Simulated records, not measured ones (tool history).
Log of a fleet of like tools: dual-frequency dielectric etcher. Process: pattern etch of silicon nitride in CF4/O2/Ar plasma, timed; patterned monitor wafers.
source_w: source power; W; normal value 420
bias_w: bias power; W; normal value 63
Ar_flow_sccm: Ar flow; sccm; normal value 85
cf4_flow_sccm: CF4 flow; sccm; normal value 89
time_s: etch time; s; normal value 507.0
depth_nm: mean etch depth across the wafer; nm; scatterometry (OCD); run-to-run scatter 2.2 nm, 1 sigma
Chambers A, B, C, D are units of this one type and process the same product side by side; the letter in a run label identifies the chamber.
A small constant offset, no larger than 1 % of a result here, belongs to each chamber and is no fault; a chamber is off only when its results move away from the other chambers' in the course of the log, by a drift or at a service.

| run | day | source_w | bias_w | Ar_flow_sccm | cf4_flow_sccm | time_s | hours since the last wet clean | hours since the last source power generator calibration | hours since the last bias power generator calibration | hours since the last Ar flow controller change | hours since the last CF4 flow controller change | read-back reference wafer on the same gauge, depth_nm | depth_nm |
|---|---|---|---|---|---|---|---|---|---|---|---|---|---|
| 1A | 0.554 | 420 | 63 | 85 | 89 | 507.0 | 225.2 | 1733.9 | 869.4 | 653.0 | 1972.4 | 822.34 | 912.75 |
| 2D | 0.883 | 420 | 63 | 85 | 89 | 507.0 | 243.6 | 3166.7 | 1626.4 | 1761.6 | 2873.4 | 821.53 | 920.92 |
| 3C | 1.158 | 420 | 63 | 85 | 89 | 507.0 | 490.9 | 333.4 | 204.8 | 3875.5 | 3025.5 | 822.04 | 906.91 |
|  | 1.292 | chamber B: wet clean of the chamber |
| 4B | 1.542 | 420 | 63 | 85 | 89 | 507.0 | 6.1 | 1273.0 | 842.2 | 1665.7 | 745.4 | 821.37 | 912.01 |
| 5D | 1.792 | 420 | 63 | 85 | 89 | 507.0 | 265.4 | 3188.5 | 1648.2 | 1783.4 | 2895.2 | 821.46 | 916.63 |
| 6A | 2.088 | 420 | 63 | 85 | 89 | 507.0 | 262.0 | 1770.7 | 906.2 | 689.8 | 2009.2 | 821.36 | 910.42 |
| 7B | 2.371 | 420 | 63 | 85 | 89 | 507.0 | 26.0 | 1292.9 | 862.1 | 1685.6 | 765.3 | 821.46 | 906.91 |
| 8C | 2.733 | 420 | 63 | 85 | 89 | 507.0 | 528.7 | 371.2 | 242.6 | 3913.3 | 3063.3 | 822.15 | 904.03 |
| 9A | 3.138 | 420 | 63 | 85 | 89 | 507.0 | 287.2 | 1795.9 | 931.4 | 715.0 | 2034.4 | 821.83 | 911.49 |
|  | 3.421 | chamber C: wet clean of the chamber |
| 10D | 3.596 | 420 | 63 | 85 | 89 | 507.0 | 308.7 | 3231.8 | 1691.5 | 1826.7 | 2938.5 | 821.59 | 918.92 |
| 11C | 4.046 | 420 | 63 | 85 | 89 | 507.0 | 15.0 | 402.7 | 274.1 | 3944.8 | 3094.8 | 822.28 | 914.15 |
| 12B | 4.558 | 420 | 63 | 85 | 89 | 507.0 | 78.5 | 1345.4 | 914.6 | 1738.1 | 817.8 | 821.89 | 910.72 |
| 13D | 4.921 | 420 | 63 | 85 | 89 | 507.0 | 340.5 | 3263.6 | 1723.3 | 1858.5 | 2970.3 | 822.10 | 913.21 |
| 14B | 5.267 | 420 | 63 | 85 | 89 | 507.0 | 95.5 | 1362.4 | 931.6 | 1755.1 | 834.8 | 821.92 | 915.81 |
| 15C | 5.562 | 420 | 63 | 85 | 89 | 507.0 | 51.4 | 439.1 | 310.5 | 3981.2 | 3131.2 | 821.69 | 907.04 |
| 16A | 6.046 | 420 | 63 | 85 | 89 | 507.0 | 357.0 | 1865.7 | 1001.2 | 784.8 | 2104.2 | 822.08 | 910.98 |
| 17C | 6.383 | 420 | 63 | 85 | 89 | 507.0 | 71.1 | 458.8 | 330.2 | 4000.9 | 3150.9 | 822.10 | 911.11 |
| 18D | 6.688 | 420 | 63 | 85 | 89 | 507.0 | 382.9 | 3306.0 | 1765.7 | 1900.9 | 3012.7 | 822.18 | 917.95 |
| 19B | 7.217 | 420 | 63 | 85 | 89 | 507.0 | 142.3 | 1409.2 | 978.4 | 1801.9 | 881.6 | 822.44 | 912.27 |
| 20A | 7.738 | 420 | 63 | 85 | 89 | 507.0 | 397.6 | 1906.3 | 1041.8 | 825.4 | 2144.8 | 822.28 | 910.11 |
| 21C | 8.150 | 420 | 63 | 85 | 89 | 507.0 | 113.5 | 501.2 | 372.6 | 4043.3 | 3193.3 | 822.47 | 908.78 |
|  | 8.358 | chamber A: source power generator calibrated |
| 22B | 8.425 | 420 | 63 | 85 | 89 | 507.0 | 171.3 | 1438.2 | 1007.4 | 1830.9 | 910.6 | 822.39 | 912.04 |
| 23D | 8.938 | 420 | 63 | 85 | 89 | 507.0 | 436.9 | 3360.0 | 1819.7 | 1954.9 | 3066.7 | 822.19 | 912.17 |
| 24A | 9.346 | 420 | 63 | 85 | 89 | 507.0 | 436.2 | 23.7 | 1080.4 | 864.0 | 2183.4 | 821.85 | 920.08 |
| 25A | 9.883 | 420 | 63 | 85 | 89 | 507.0 | 449.1 | 36.6 | 1093.3 | 876.9 | 2196.3 | 821.86 | 919.56 |
|  | 9.896 | chamber D: Ar flow controller replaced |
| 26B | 10.333 | 420 | 63 | 85 | 89 | 507.0 | 217.1 | 1484.0 | 1053.2 | 1876.7 | 956.4 | 821.97 | 909.19 |
| 27C | 10.800 | 420 | 63 | 74 | 89 | 373.5 | 177.1 | 564.8 | 436.2 | 4106.9 | 3256.9 | 822.30 | 683.89 |
| 28D | 11.062 | 420 | 63 | 74 | 89 | 373.5 | 487.9 | 3411.0 | 1870.7 | 28.0 | 3117.7 | 821.70 | 689.29 |
|  | 11.246 | chamber D: wet clean of the chamber |
| 29B | 11.483 | 420 | 63 | 74 | 89 | 373.5 | 244.7 | 1511.6 | 1080.8 | 1904.3 | 984.0 | 822.30 | 680.87 |
| 30D | 11.992 | 420 | 63 | 74 | 89 | 373.5 | 18.0 | 3433.3 | 1893.0 | 50.3 | 3140.0 | 821.74 | 685.81 |
| 31C | 12.358 | 420 | 63 | 85 | 89 | 507.0 | 214.5 | 602.2 | 473.6 | 4144.3 | 3294.3 | 822.05 | 911.57 |
| 32A | 12.738 | 420 | 57 | 85 | 89 | 507.0 | 517.6 | 105.1 | 1161.8 | 945.4 | 2264.8 | 822.31 | 897.31 |
| 33B | 13.092 | 420 | 57 | 85 | 89 | 507.0 | 283.3 | 1550.2 | 1119.4 | 1942.9 | 1022.6 | 821.93 | 875.33 |
| 34D | 13.633 | 420 | 57 | 85 | 89 | 507.0 | 57.4 | 3472.7 | 1932.4 | 89.7 | 3179.4 | 821.84 | 882.34 |
|  | 14.025 | chamber C: Ar flow controller replaced |
| 35A | 14.196 | 420 | 57 | 85 | 89 | 507.0 | 552.6 | 140.1 | 1196.8 | 980.4 | 2299.8 | 821.89 | 895.73 |
| 36C | 14.738 | 420 | 63 | 85 | 89 | 507.0 | 271.6 | 659.3 | 530.7 | 17.1 | 3351.4 | 822.12 | 912.92 |
| 37C | 15.071 | 420 | 63 | 85 | 89 | 507.0 | 279.6 | 667.3 | 538.7 | 25.1 | 3359.4 | 822.06 | 911.96 |
| 38D | 15.533 | 420 | 63 | 85 | 89 | 507.0 | 103.0 | 3518.3 | 1978.0 | 135.3 | 3225.0 | 822.02 | 917.37 |

The same settings go to every chamber for the next run, one line per chamber below. Forecast the results for each:
| 39A | 15.938 | 360 | 63 | 85 | 89 | 507.0 |  |  |  |  |  |  | ? |
| 39B | 15.938 | 360 | 63 | 85 | 89 | 507.0 |  |  |  |  |  |  | ? |
| 39C | 15.938 | 360 | 63 | 85 | 89 | 507.0 |  |  |  |  |  |  | ? |
| 39D | 15.938 | 360 | 63 | 85 | 89 | 507.0 |  |  |  |  |  |  | ? |

| run | depth_nm |
|---|---|
| 39A | 823.40 |
| 39B | 801.11 |
| 39C | 801.12 |
| 39D | 806.44 |
